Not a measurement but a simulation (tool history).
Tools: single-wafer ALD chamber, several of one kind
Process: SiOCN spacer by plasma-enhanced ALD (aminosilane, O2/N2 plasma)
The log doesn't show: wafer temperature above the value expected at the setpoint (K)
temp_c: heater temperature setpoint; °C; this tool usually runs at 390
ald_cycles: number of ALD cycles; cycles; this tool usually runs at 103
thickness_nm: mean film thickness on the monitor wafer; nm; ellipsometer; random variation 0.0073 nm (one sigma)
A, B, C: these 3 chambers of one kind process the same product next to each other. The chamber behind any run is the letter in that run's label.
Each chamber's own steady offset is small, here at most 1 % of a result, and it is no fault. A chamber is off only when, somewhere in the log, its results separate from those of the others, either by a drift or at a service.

run	hour	temp_c	ald_cycles	hours since the last thermocouple change	read-back reference wafer on the same gauge, thickness_nm	thickness_nm
1C	3.6	390	103	44.2	6.9096	6.1759
2A	8.8	390	103	208.7	6.9135	6.1982
3B	15.3	390	103	51.3	6.9161	6.2579
4B	21.8	390	103	57.8	6.9165	6.2659
5A	27.3	390	103	227.2	6.9174	6.1975
6C	32.3	390	103	72.9	6.9205	6.1803
7C	38.2	390	103	78.8	6.9215	6.1825
8A	44.6	390	103	244.5	6.9225	6.1968
9B	48.6	390	103	84.6	6.9251	6.2613
10B	53.7	390	103	89.7	6.9277	6.2750
11A	56.9	382	103	256.8	6.9283	6.1900
12C	61.0	382	103	101.6	6.9293	6.2022
13A	64.9	382	103	264.8	6.9305	6.2104
14B	69.6	390	103	105.6	6.9307	6.2681
15C	75.9	390	103	116.5	6.9343	6.1845
16B	82.5	390	103	118.5	6.9356	6.2711
17C	87.9	390	103	128.5	6.9379	6.2038
18A	92.5	390	103	292.4	6.9371	6.2150
19A	97.0	390	103	296.9	6.9379	6.2215
20B	102.0	390	103	138.0	6.9411	6.2879
21C	105.8	390	103	146.4	6.9436	6.2060

For the next run the whole fleet of 3 chambers uses the same settings. Give each chamber's results:
22A	110.8	390	103			?
22B	110.8	390	103			?
22C	110.8	390	103			?

run	thickness_nm
22A	6.2308
22B	6.2744
22C	6.1973
